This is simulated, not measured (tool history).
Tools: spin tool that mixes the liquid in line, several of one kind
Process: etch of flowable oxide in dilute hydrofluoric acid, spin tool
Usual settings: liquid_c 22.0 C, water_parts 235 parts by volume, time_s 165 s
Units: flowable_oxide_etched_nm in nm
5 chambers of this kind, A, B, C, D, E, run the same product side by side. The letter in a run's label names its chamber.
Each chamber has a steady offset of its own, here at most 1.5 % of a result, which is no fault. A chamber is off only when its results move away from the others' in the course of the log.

run   hour  liquid_c  water_parts  time_s  read-back film thickness of the flowable oxide reference wafer, read on the same gauge (nm)  flowable_oxide_etched_nm
 1C    9.8      22.0          235     165                                                                                       149.98                    31.695
 2D   16.9      22.0          235     165                                                                                       149.97                    31.354
 3B   31.1      22.0          235     165                                                                                       149.98                    31.549
 4A   40.3      22.0          235     165                                                                                       149.98                    31.582
 5E   47.9      20.5          235     165                                                                                       150.03                    29.933
 6D   56.2      20.5          235     165                                                                                       149.98                    29.600
 7C   63.4      20.5          235     165                                                                                       150.02                    30.033
 8B   74.5      20.5          235     165                                                                                       150.00                    29.794
 9A   87.7      20.5          235     165                                                                                       150.00                    29.928
10E   96.2      22.0          235     165                                                                                       149.95                    31.884
11C  105.1      22.0          235     165                                                                                       150.00                    31.563
12B  116.8      22.0          235     165                                                                                       149.96                    31.576
     125.7  -- chamber A: hydrofluoric acid flow meter replaced
13E  126.8      22.0          235     165                                                                                       149.99                    31.968
14A  139.3      22.0          335     165                                                                                       150.05                    20.000
15D  153.6      22.0          335     165                                                                                       150.02                    19.825
16D  160.6      22.0          335     165                                                                                       150.00                    19.967
17A  173.9      22.0          335     165                                                                                       149.97                    19.829
18E  182.8      22.0          335     165                                                                                       149.97                    20.394
     193.4  -- chamber E: hydrofluoric acid flow meter replaced
19C  196.1      22.0          235     165                                                                                       150.00                    31.691
20B  210.4      22.0          235     165                                                                                       150.03                    31.601
21A  219.0      22.0          235     165                                                                                       150.03                    31.539
22C  230.9      22.0          235     165                                                                                       150.00                    31.466
23B  242.6      22.0          235     165                                                                                       150.02                    32.027
24D  250.5      22.0          235     165                                                                                       149.96                    31.350
25E  259.7      26.0          235     165                                                                                       150.03                    36.808
26A  269.5      26.0          235     165                                                                                       149.98                    36.314
27D  279.5      26.0          235     165                                                                                       149.98                    35.796
     287.7  -- chamber B: hydrofluoric acid flow meter replaced
28E  290.7      26.0          235     165                                                                                       150.04                    36.508
29B  303.3      26.0          235     165                                                                                       149.99                    37.097
30C  316.3      22.0          235     165                                                                                       150.00                    31.442
31A  329.7      22.0          235     165                                                                                       149.96                    31.772
32E  341.4      22.0          235     165                                                                                       150.03                    31.664
33C  348.1      22.0          235     165                                                                                       149.99                    31.664
34B  355.1      22.0          235     165                                                                                       150.00                    32.916
35D  367.0      22.0          235     165                                                                                       149.99                    31.678
36C  377.5      22.0          235     165                                                                                       149.99                    31.609
37D  386.4      22.0          235     135                                                                                       150.00                    25.735
38A  400.2      22.0          235     135                                                                                       150.02                    25.802
39E  414.5      22.0          235     135                                                                                       150.03                    26.029
40B  424.1      22.0          235     135                                                                                       150.01                    27.166
41D  434.6      22.0          235     135                                                                                       149.99                    25.742
42C  442.7      22.0          235     165                                                                                       149.99                    31.541
43B  455.9      22.0          235     165                                                                                       149.99                    33.405

All 5 chambers run these settings next. Forecast each chamber's results:
44A  466.1      22.0          305     165                                                                                                                      ?
44B  466.1      22.0          305     165                                                                                                                      ?
44C  466.1      22.0          305     165                                                                                                                      ?
44D  466.1      22.0          305     165                                                                                                                      ?
44E  466.1      22.0          305     165                                                                                                                      ?

run  flowable_oxide_etched_nm
44A                    22.563
44B                    23.951
44C                    22.809
44D                    22.626
44E                    23.062

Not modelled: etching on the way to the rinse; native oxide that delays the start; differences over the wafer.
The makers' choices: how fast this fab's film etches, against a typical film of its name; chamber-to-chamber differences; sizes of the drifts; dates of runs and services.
